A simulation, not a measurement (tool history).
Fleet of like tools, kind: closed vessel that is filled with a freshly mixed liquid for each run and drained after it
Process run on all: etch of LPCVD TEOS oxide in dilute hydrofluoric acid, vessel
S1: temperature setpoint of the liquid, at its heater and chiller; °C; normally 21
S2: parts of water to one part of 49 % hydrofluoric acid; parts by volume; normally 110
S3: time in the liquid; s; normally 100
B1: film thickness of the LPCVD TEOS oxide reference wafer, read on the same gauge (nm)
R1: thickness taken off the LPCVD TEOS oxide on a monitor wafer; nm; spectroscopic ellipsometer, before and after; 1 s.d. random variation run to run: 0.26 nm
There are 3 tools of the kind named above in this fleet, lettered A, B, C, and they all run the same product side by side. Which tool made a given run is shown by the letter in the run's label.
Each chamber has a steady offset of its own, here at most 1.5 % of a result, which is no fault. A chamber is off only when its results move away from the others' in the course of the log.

run   hour  S1   S2   S3      B1      R1
 1B   12.4  21  110  100  109.98  40.943
 2C   20.7  21  110  100  110.02  40.621
 3A   29.6  21  110  100  109.98  40.548
 4C   38.4  21  110  100  110.03  40.284
 5A   46.2  21  110  100  109.99  40.467
 6B   54.5  21  110  155  110.01  63.568
 7A   70.8  21  110  155  109.99   63.04
        79  -- chamber B: thermometer replaced
 8B     82  21  110  155  110.02  63.675
 9C   96.1  21  110  100  109.98  40.477
10B  104.6  17  110   60  109.99  20.799
11C  114.6  17  110   60  110.01  20.659
12A  124.2  17  110   60  109.99  20.525
13B  134.9  21  110  100  110.01  40.724
14A  147.2  21  110  100     110  40.259
15C  161.4  21   90  100  110.01  49.919
16C  175.1  21   90  100  110.01  50.659
17B  183.4  21   90  100  110.01  51.368
18A  193.2  21  110  100     110  40.092
19A  203.9  21  110  100  110.01   40.63
     209.3  -- chamber C: hydrofluoric acid flow meter replaced
20B    215  21  110  100  109.98  40.867
21C  227.7  21  110  100  110.01  40.456
22B    239  21  110  100  110.03  40.543
23A  248.5  21  110  100  109.98  40.014
24C  257.2  21  110  100  110.02  40.547
25C  271.9  21  110  100  109.99   40.27

Has any chamber moved away from the others, gradually or after a service, or does the common gauge drift, or do the chambers differ only by their own small steady offsets? State the chamber and the most likely cause if one applies.

Beyond each chamber's small constant offset nothing stands out, and the gauge stays steady.
